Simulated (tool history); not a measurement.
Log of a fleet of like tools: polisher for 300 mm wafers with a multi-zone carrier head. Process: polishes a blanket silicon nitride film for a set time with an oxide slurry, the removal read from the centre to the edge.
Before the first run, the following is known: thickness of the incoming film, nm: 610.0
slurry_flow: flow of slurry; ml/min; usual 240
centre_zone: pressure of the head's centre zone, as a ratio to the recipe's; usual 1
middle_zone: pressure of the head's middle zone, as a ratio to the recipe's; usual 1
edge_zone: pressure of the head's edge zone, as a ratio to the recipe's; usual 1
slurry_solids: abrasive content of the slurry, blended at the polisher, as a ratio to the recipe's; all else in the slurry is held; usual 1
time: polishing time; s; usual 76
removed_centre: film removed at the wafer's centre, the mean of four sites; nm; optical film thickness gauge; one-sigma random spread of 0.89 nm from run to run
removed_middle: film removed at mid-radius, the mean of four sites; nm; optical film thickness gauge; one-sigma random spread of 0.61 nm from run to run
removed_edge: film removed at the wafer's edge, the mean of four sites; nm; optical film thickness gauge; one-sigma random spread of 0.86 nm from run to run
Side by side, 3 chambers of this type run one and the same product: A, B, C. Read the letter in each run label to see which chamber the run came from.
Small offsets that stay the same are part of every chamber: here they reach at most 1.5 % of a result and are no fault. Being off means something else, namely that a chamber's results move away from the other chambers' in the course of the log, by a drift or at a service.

Run 1A, day 0.467: usual settings. Result: removed_centre 74.723 nm, removed_middle 72.61 nm, removed_edge 75.081 nm.
At day 0.638: chamber C: slurry nozzle cleaned.
Run 2C, day 1: usual settings. Result: removed_centre 72.599 nm, removed_middle 74.332 nm, removed_edge 75.861 nm.
At day 1.088: chamber B: edge zone pressure recalibrated.
Run 3B, day 1.308: usual settings. Result: removed_centre 74.123 nm, removed_middle 75.043 nm, removed_edge 74.234 nm.
Run 4B, day 1.692: usual settings. Result: removed_centre 73.964 nm, removed_middle 74.159 nm, removed_edge 74.348 nm.
Run 5A, day 1.971: usual settings. Result: removed_centre 74.039 nm, removed_middle 73.388 nm, removed_edge 74.967 nm.
Run 6C, day 2.229: usual settings. Result: removed_centre 73.692 nm, removed_middle 73.763 nm, removed_edge 75.034 nm.
At day 2.342: chamber A: worn pad replaced by a new one.
Run 7B, day 2.542: usual settings. Result: removed_centre 74.158 nm, removed_middle 75.529 nm, removed_edge 74.196 nm.
Run 8C, day 3.008: usual settings. Result: removed_centre 71.488 nm, removed_middle 73.612 nm, removed_edge 75.088 nm.
Run 9A, day 3.383: usual settings. Result: removed_centre 74.74 nm, removed_middle 73.93 nm, removed_edge 74.064 nm.
Run 10A, day 3.904: usual settings but centre_zone 0.92, slurry_solids 0.75. Result: removed_centre 59.677 nm, removed_middle 63.882 nm, removed_edge 64.148 nm.
Run 11B, day 4.254: usual settings but centre_zone 0.92, slurry_solids 0.75. Result: removed_centre 58.992 nm, removed_middle 64.822 nm, removed_edge 64.055 nm.
At day 4.35: chamber C: worn pad replaced by a new one.
At day 4.612: chamber B: centre zone pressure recalibrated.
Run 12C, day 4.692: usual settings but centre_zone 0.92, slurry_solids 0.75. Result: removed_centre 57.935 nm, removed_middle 64.718 nm, removed_edge 65.445 nm.
Run 13A, day 5.004: usual settings. Result: removed_centre 75.123 nm, removed_middle 73.325 nm, removed_edge 72.354 nm.
Run 14C, day 5.454: usual settings. Result: removed_centre 73.158 nm, removed_middle 74.992 nm, removed_edge 74.424 nm.
At day 5.75: chamber A: centre zone pressure recalibrated.
Run 15B, day 5.808: usual settings. Result: removed_centre 74.338 nm, removed_middle 75.153 nm, removed_edge 72.785 nm.
Run 16C, day 6.204: usual settings. Result: removed_centre 72.623 nm, removed_middle 74.95 nm, removed_edge 75.711 nm.
Run 17A, day 6.467: usual settings. Result: removed_centre 74.708 nm, removed_middle 73.876 nm, removed_edge 75.096 nm.
At day 6.567: chamber A: worn pad replaced by a new one.
Run 18B, day 6.983: usual settings. Result: removed_centre 73.426 nm, removed_middle 74.453 nm, removed_edge 72.839 nm.
At day 7.117: chamber A: slurry nozzle cleaned.
Run 19A, day 7.504: usual settings. Result: removed_centre 75.181 nm, removed_middle 72.742 nm, removed_edge 74.589 nm.
Run 20C, day 7.812: usual settings. Result: removed_centre 74.263 nm, removed_middle 73.81 nm, removed_edge 76.145 nm.
Run 21B, day 8.05: usual settings but time 61 s. Result: removed_centre 57.102 nm, removed_middle 58.203 nm, removed_edge 57.911 nm.
At day 8.088: chamber C: worn pad replaced by a new one.
Run 22A, day 8.383: usual settings but time 61 s. Result: removed_centre 60.167 nm, removed_middle 59.762 nm, removed_edge 59.569 nm.
Run 23B, day 8.896: usual settings but time 61 s. Result: removed_centre 57.606 nm, removed_middle 57.975 nm, removed_edge 58.68 nm.
Run 24C, day 9.438: usual settings but slurry_flow 215 ml/min, centre_zone 1.09. Result: removed_centre 77.652 nm, removed_middle 73.314 nm, removed_edge 74.551 nm.
Run 25B, day 9.746: usual settings but slurry_flow 215 ml/min, centre_zone 1.09. Result: removed_centre 75.846 nm, removed_middle 70.273 nm, removed_edge 72.031 nm.
At day 9.867: chamber B: slurry nozzle cleaned.
Run 26C, day 10.204: usual settings but slurry_flow 215 ml/min, centre_zone 1.09. Result: removed_centre 79.041 nm, removed_middle 73.063 nm, removed_edge 75.482 nm.
At day 10.367: chamber A: worn pad replaced by a new one.
Run 27A, day 10.479: usual settings. Result: removed_centre 73.321 nm, removed_middle 73.763 nm, removed_edge 74.406 nm.
Run 28B, day 10.8: usual settings. Result: removed_centre 70.389 nm, removed_middle 71.759 nm, removed_edge 71.384 nm.
Run 29A, day 11.225: usual settings. Result: removed_centre 74.372 nm, removed_middle 72.911 nm, removed_edge 73.132 nm.
Run 30C, day 11.612: usual settings. Result: removed_centre 73.052 nm, removed_middle 73.944 nm, removed_edge 74.618 nm.
Run 31A, day 11.958: usual settings. Result: removed_centre 75.954 nm, removed_middle 73.525 nm, removed_edge 74.757 nm.
At day 12.188: chamber C: worn pad replaced by a new one.
Run 32B, day 12.425: usual settings but edge_zone 1.05. Result: removed_centre 69.376 nm, removed_middle 69.957 nm, removed_edge 70.22 nm.
At day 12.671: chamber C: edge zone pressure recalibrated.
Run 33C, day 12.7: usual settings but edge_zone 1.05. Result: removed_centre 71.646 nm, removed_middle 73.284 nm, removed_edge 75.945 nm.
Run 34C, day 13.138: usual settings but edge_zone 1.05. Result: removed_centre 73.832 nm, removed_middle 74.2 nm, removed_edge 76.054 nm.
Run 35B, day 13.479: usual settings. Result: removed_centre 69.037 nm, removed_middle 69.893 nm, removed_edge 68.621 nm.
Run 36A, day 13.942: usual settings. Result: removed_centre 74.368 nm, removed_middle 73.721 nm, removed_edge 74.838 nm.

All 3 chambers run these settings next. Forecast each chamber's results:
Run 37A, day 14.329: usual settings. Result: removed_centre ?, removed_middle ?, removed_edge ?.
Run 37B, day 14.329: usual settings. Result: removed_centre ?, removed_middle ?, removed_edge ?.
Run 37C, day 14.329: usual settings. Result: removed_centre ?, removed_middle ?, removed_edge ?.

run  removed_centre  removed_middle  removed_edge
37A          75.548          73.629        73.927
37B          69.901          68.629        69.202
37C          71.792          74.035         75.49
